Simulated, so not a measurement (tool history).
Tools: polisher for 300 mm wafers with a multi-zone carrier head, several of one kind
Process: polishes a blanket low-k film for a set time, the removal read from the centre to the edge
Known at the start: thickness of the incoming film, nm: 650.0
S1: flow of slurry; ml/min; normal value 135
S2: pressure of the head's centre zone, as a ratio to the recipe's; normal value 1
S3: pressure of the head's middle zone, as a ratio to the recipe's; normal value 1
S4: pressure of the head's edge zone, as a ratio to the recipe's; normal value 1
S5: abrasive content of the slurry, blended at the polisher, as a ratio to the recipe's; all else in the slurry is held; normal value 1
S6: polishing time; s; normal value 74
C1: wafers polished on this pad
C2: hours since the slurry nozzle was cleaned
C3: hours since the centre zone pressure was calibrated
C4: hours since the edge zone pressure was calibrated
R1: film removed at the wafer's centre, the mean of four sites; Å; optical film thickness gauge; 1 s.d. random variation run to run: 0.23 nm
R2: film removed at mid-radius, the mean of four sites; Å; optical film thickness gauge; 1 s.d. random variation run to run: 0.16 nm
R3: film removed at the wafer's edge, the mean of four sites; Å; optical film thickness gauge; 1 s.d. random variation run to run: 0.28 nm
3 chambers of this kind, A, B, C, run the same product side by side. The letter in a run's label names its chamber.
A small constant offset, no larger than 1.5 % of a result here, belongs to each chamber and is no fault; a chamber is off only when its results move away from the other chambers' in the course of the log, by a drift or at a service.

| run | hour | S1 | S2 | S3 | S4 | S5 | S6 | C1 | C2 | C3 | C4 | R1 | R2 | R3 |
|---|---|---|---|---|---|---|---|---|---|---|---|---|---|---|
|  | 7.4 | chamber C: edge zone pressure recalibrated |
| 1C | 14.6 | 135 | 1 | 1 | 1 | 1 | 74 | 418 | 376.4 | 118.5 | 7.3 | 235.05 | 232.33 | 240.82 |
| 2B | 30 | 135 | 1 | 1 | 1 | 1 | 74 | 377 | 418.8 | 527.3 | 377.9 | 231.38 | 231.72 | 230.49 |
|  | 36.1 | chamber C: slurry nozzle cleaned |
| 3A | 38.1 | 135 | 1 | 1 | 1 | 1 | 74 | 989 | 309.6 | 148.2 | 207.8 | 234.66 | 230.17 | 231.25 |
| 4B | 47.5 | 135 | 1 | 1 | 1 | 1 | 74 | 489 | 436.3 | 544.8 | 395.4 | 233.89 | 236.14 | 233.8 |
|  | 60.9 | chamber A: worn pad replaced by a new one |
| 5C | 62.4 | 135 | 1 | 1 | 1 | 1 | 74 | 725 | 26.4 | 166.3 | 55.1 | 233.69 | 235.93 | 236.94 |
|  | 63.8 | chamber B: slurry nozzle cleaned |
| 6A | 73.5 | 135 | 1 | 1 | 1 | 1 | 74 | 81 | 345 | 183.6 | 243.2 | 233.09 | 233.56 | 230.88 |
| 7B | 87.1 | 135 | 1 | 1 | 1 | 1 | 74 | 743 | 23.3 | 584.4 | 435 | 234.47 | 236.77 | 236.48 |
|  | 94 | chamber B: edge zone pressure recalibrated |
| 8C | 95.3 | 135 | 1 | 1 | 1 | 1 | 74 | 936 | 59.3 | 199.2 | 88 | 236.14 | 236.19 | 228.35 |
| 9A | 105.3 | 135 | 1 | 1 | 1 | 1 | 74 | 284 | 376.8 | 215.4 | 275 | 237.46 | 233.33 | 234.4 |
| 10B | 114.3 | 135 | 1 | 1 | 1 | 1 | 74 | 917 | 50.5 | 611.6 | 20.4 | 233.83 | 238.75 | 236.19 |
|  | 121.6 | chamber B: centre zone pressure recalibrated |
| 11C | 124.1 | 135 | 1 | 1 | 1 | 1 | 74 | 1120 | 88.1 | 228 | 116.8 | 232.6 | 235.34 | 237.57 |
| 12A | 132 | 135 | 1 | 1 | 1 | 1 | 74 | 456 | 403.5 | 242.1 | 301.7 | 235.29 | 236.44 | 235.81 |
|  | 141.4 | chamber C: worn pad replaced by a new one |
| 13B | 146.5 | 135 | 1 | 1 | 1 | 1 | 74 | 1123 | 82.7 | 24.9 | 52.6 | 229.65 | 234.51 | 236.34 |
| 14A | 156.6 | 135 | 1 | 1 | 1 | 1 | 74 | 613 | 428.1 | 266.7 | 326.3 | 234.75 | 230.25 | 237.33 |
|  | 158.2 | chamber B: worn pad replaced by a new one |
| 15C | 170 | 135 | 1 | 1 | 1 | 1 | 74 | 183 | 134 | 273.9 | 162.7 | 231.77 | 233.34 | 237.37 |
| 16A | 184.2 | 135 | 1 | 0.89 | 0.91 | 1 | 74 | 790 | 455.7 | 294.3 | 353.9 | 236.93 | 207.42 | 221.99 |
| 17C | 198.7 | 135 | 1 | 0.89 | 0.91 | 1 | 74 | 367 | 162.7 | 302.6 | 191.4 | 226.48 | 211.14 | 221.87 |
| 18B | 215 | 135 | 1 | 0.89 | 0.91 | 1 | 74 | 364 | 151.2 | 93.4 | 121.1 | 238.58 | 213.48 | 222.67 |
| 19B | 222.7 | 135 | 1 | 1 | 1 | 1 | 74 | 413 | 158.9 | 101.1 | 128.8 | 234.07 | 236.38 | 240.08 |
| 20A | 236 | 135 | 1 | 1 | 1 | 1 | 74 | 1122 | 507.5 | 346.1 | 405.7 | 232.82 | 232.61 | 231.07 |
| 21C | 247.7 | 135 | 1 | 1 | 1 | 1 | 74 | 681 | 211.7 | 351.6 | 240.4 | 221.36 | 238.25 | 234.85 |
|  | 252.5 | chamber A: worn pad replaced by a new one |
|  | 256.3 | chamber A: slurry nozzle cleaned |
| 22B | 263 | 135 | 1 | 1 | 1.06 | 1 | 90 | 672 | 199.2 | 141.4 | 169.1 | 285.1 | 290.29 | 290.06 |
| 23A | 273.6 | 135 | 1 | 1 | 1.06 | 1 | 90 | 135 | 17.3 | 383.7 | 443.3 | 287.3 | 282.11 | 293.89 |
| 24C | 287.8 | 135 | 1 | 1 | 1.06 | 1 | 90 | 938 | 251.8 | 391.7 | 280.5 | 264.16 | 288.83 | 292.74 |
| 25C | 295.5 | 135 | 1 | 1 | 1 | 1 | 74 | 988 | 259.5 | 399.4 | 288.2 | 215.89 | 238.63 | 231.39 |
| 26B | 307.8 | 135 | 1 | 1 | 1 | 1 | 74 | 959 | 244 | 186.2 | 213.9 | 232.05 | 236.13 | 234.6 |
| 27A | 316.9 | 135 | 1 | 1 | 1 | 1 | 74 | 412 | 60.6 | 427 | 486.6 | 236.28 | 234.13 | 233.42 |
| 28A | 328.5 | 135 | 1 | 1 | 1 | 1 | 74 | 487 | 72.2 | 438.6 | 498.2 | 233.66 | 232.37 | 231.78 |
|  | 333 | chamber C: worn pad replaced by a new one |
| 29B | 339.1 | 135 | 1 | 1 | 1 | 1 | 74 | 1160 | 275.3 | 217.5 | 245.2 | 230.48 | 235.4 | 237.92 |
| 30C | 347.2 | 135 | 1 | 1 | 1 | 1 | 74 | 91 | 311.2 | 451.1 | 339.9 | 208.06 | 238.57 | 232.05 |

Decide between three cases: one chamber stands off from its peers, the gauge reading all wafers drifts, or nothing is wrong past each chamber's small offset. Where a chamber is off, say which and what most likely put it there.

Chamber C drifts away from the others.
What lies behind it: centre zone's pressure below its setpoint, % = 10.9.

Chamber C could run next with any of the 4 candidate recipes listed below; each alters the usual settings, and their results appear as question marks. Which one brings its results back in line with what the other chambers deliver on the usual settings?
In line means no further than this from the other chambers' mean on the usual settings: R1 7.8 Å; R2 5.6 Å; R3 9.8 Å
| 31C-1 | 358.9 | 130 | 0.91 | 1.02 | 1.03 | 1 | 74 |  |  |  |  | ? | ? | ? |
| 31C-2 | 358.9 | 130 | 0.96 | 1.01 | 1.01 | 1 | 74 |  |  |  |  | ? | ? | ? |
| 31C-3 | 358.9 | 140 | 1.09 | 0.98 | 0.97 | 1 | 74 |  |  |  |  | ? | ? | ? |
| 31C-4 | 358.9 | 140 | 1.04 | 0.99 | 0.99 | 1 | 74 |  |  |  |  | ? | ? | ? |

Other chambers, usual settings, mean: R1 233.11 Å; R2 234.4 Å; R3 233.3 Å
| run | R1 | R2 | R3 |
|---|---|---|---|
| 31C-1 | 184.83 | 239.1 | 237.43 |
| 31C-2 | 196.38 | 236.88 | 234.97 |
| 31C-3 | 230.39 | 233.84 | 232.62 |
| 31C-4 | 218.64 | 236.09 | 235.11 |
31C-3 puts the chamber back in line with the other chambers.
